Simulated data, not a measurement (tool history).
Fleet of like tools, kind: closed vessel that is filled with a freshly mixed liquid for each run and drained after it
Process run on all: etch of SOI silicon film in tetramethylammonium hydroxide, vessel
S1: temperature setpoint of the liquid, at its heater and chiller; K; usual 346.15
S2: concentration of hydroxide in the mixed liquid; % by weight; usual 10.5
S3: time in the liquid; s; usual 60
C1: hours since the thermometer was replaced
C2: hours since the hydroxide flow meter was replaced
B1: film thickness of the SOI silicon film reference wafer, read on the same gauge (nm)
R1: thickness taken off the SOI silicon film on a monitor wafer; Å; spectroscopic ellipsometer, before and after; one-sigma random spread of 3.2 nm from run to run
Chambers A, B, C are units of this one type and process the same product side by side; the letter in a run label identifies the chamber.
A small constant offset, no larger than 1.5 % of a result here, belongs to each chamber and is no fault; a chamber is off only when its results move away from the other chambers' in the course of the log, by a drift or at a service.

Run 1B, hour 11.6: usual settings; C1 633.7; C2 1331.8; B1 50.013. Result: R1 4863.5 Å.
Run 2C, hour 19.4: usual settings; C1 290.9; C2 579.5; B1 49.984. Result: R1 4950.0 Å.
At hour 23.3: chamber B: hydroxide flow meter replaced.
Run 3A, hour 32.0: usual settings; C1 458.4; C2 691.7; B1 50.011. Result: R1 4877.9 Å.
Run 4B, hour 40.2: usual settings; C1 662.3; C2 17.0; B1 50.031. Result: R1 4858.9 Å.
Run 5A, hour 46.7: usual settings; C1 473.1; C2 706.4; B1 50.009. Result: R1 4850.1 Å.
Run 6C, hour 56.9: usual settings; C1 328.4; C2 617.0; B1 49.991. Result: R1 4938.5 Å.
Run 7C, hour 67.8: usual settings; C1 339.3; C2 627.9; B1 49.985. Result: R1 4839.9 Å.
Run 8A, hour 78.2: usual settings; C1 504.6; C2 737.9; B1 50.027. Result: R1 4849.4 Å.
Run 9B, hour 84.3: usual settings; C1 706.4; C2 61.1; B1 49.966. Result: R1 4799.8 Å.
Run 10C, hour 92.7: usual settings; C1 364.2; C2 652.8; B1 50.026. Result: R1 4880.0 Å.
Run 11B, hour 105.0: usual settings; C1 727.1; C2 81.8; B1 50.065. Result: R1 4872.2 Å.
Run 12A, hour 113.4: usual settings but S3 90 s; C1 539.8; C2 773.1; B1 49.984. Result: R1 7305.3 Å.
Run 13B, hour 124.4: usual settings but S3 90 s; C1 746.5; C2 101.2; B1 49.976. Result: R1 7323.2 Å.
Run 14A, hour 134.2: usual settings but S3 90 s; C1 560.6; C2 793.9; B1 49.968. Result: R1 7176.5 Å.
Run 15C, hour 141.9: usual settings; C1 413.4; C2 702.0; B1 49.981. Result: R1 4934.7 Å.
Run 16C, hour 151.4: usual settings; C1 422.9; C2 711.5; B1 50.028. Result: R1 4939.1 Å.
Run 17B, hour 157.7: usual settings; C1 779.8; C2 134.5; B1 49.949. Result: R1 4822.2 Å.
Run 18A, hour 166.3: usual settings; C1 592.7; C2 826.0; B1 49.996. Result: R1 4813.1 Å.
Run 19B, hour 172.5: usual settings; C1 794.6; C2 149.3; B1 49.997. Result: R1 4825.3 Å.
Run 20A, hour 183.0: usual settings but S2 7.5 % by weight; C1 609.4; C2 842.7; B1 49.990. Result: R1 5528.9 Å.
Run 21C, hour 193.7: usual settings but S2 7.5 % by weight; C1 465.2; C2 753.8; B1 49.983. Result: R1 5478.8 Å.
Run 22B, hour 201.4: usual settings but S2 7.5 % by weight; C1 823.5; C2 178.2; B1 49.989. Result: R1 5412.4 Å.
Run 23C, hour 211.3: usual settings; C1 482.8; C2 771.4; B1 50.008. Result: R1 4892.8 Å.
Run 24A, hour 220.1: usual settings; C1 646.5; C2 879.8; B1 49.990. Result: R1 4896.0 Å.
Run 25B, hour 230.8: usual settings; C1 852.9; C2 207.6; B1 50.005. Result: R1 4863.6 Å.
Run 26A, hour 241.4: usual settings but S3 90 s; C1 667.8; C2 901.1; B1 50.044. Result: R1 7287.7 Å.
Run 27C, hour 248.5: usual settings but S3 90 s; C1 520.0; C2 808.6; B1 50.020. Result: R1 7390.9 Å.
Run 28A, hour 257.5: usual settings but S3 90 s; C1 683.9; C2 917.2; B1 50.039. Result: R1 7325.1 Å.
Run 29C, hour 266.7: usual settings; C1 538.2; C2 826.8; B1 49.963. Result: R1 4894.4 Å.
Run 30B, hour 274.9: usual settings but S1 353.65 K, S3 80 s; C1 897.0; C2 251.7; B1 50.021. Result: R1 9819.6 Å.
Run 31C, hour 286.7: usual settings but S1 353.65 K, S3 80 s; C1 558.2; C2 846.8; B1 49.987. Result: R1 9909.8 Å.
Run 32B, hour 296.8: usual settings but S1 353.65 K, S3 80 s; C1 918.9; C2 273.6; B1 50.030. Result: R1 9882.4 Å.
Run 33A, hour 306.4: usual settings; C1 732.8; C2 966.1; B1 49.976. Result: R1 4836.6 Å.
Run 34A, hour 314.3: usual settings; C1 740.7; C2 974.0; B1 49.978. Result: R1 4897.7 Å.
Run 35B, hour 326.4: usual settings; C1 948.5; C2 303.2; B1 50.015. Result: R1 4850.1 Å.
Run 36C, hour 334.8: usual settings; C1 606.3; C2 894.9; B1 50.014. Result: R1 4896.0 Å.
Run 37C, hour 344.3: usual settings; C1 615.8; C2 904.4; B1 49.994. Result: R1 4933.3 Å.
Run 38A, hour 353.4: usual settings; C1 779.8; C2 1013.1; B1 50.018. Result: R1 4882.6 Å.
Run 39B, hour 358.9: usual settings but S2 12.0 % by weight; C1 981.0; C2 335.7; B1 50.000. Result: R1 4655.9 Å.

Does one chamber stand apart from the rest, does the shared gauge drift, or is all well apart from small per-chamber offsets? Give the chamber and the most likely cause, where there is one.

No chamber stands off beyond its own small offset, and the gauge holds steady.
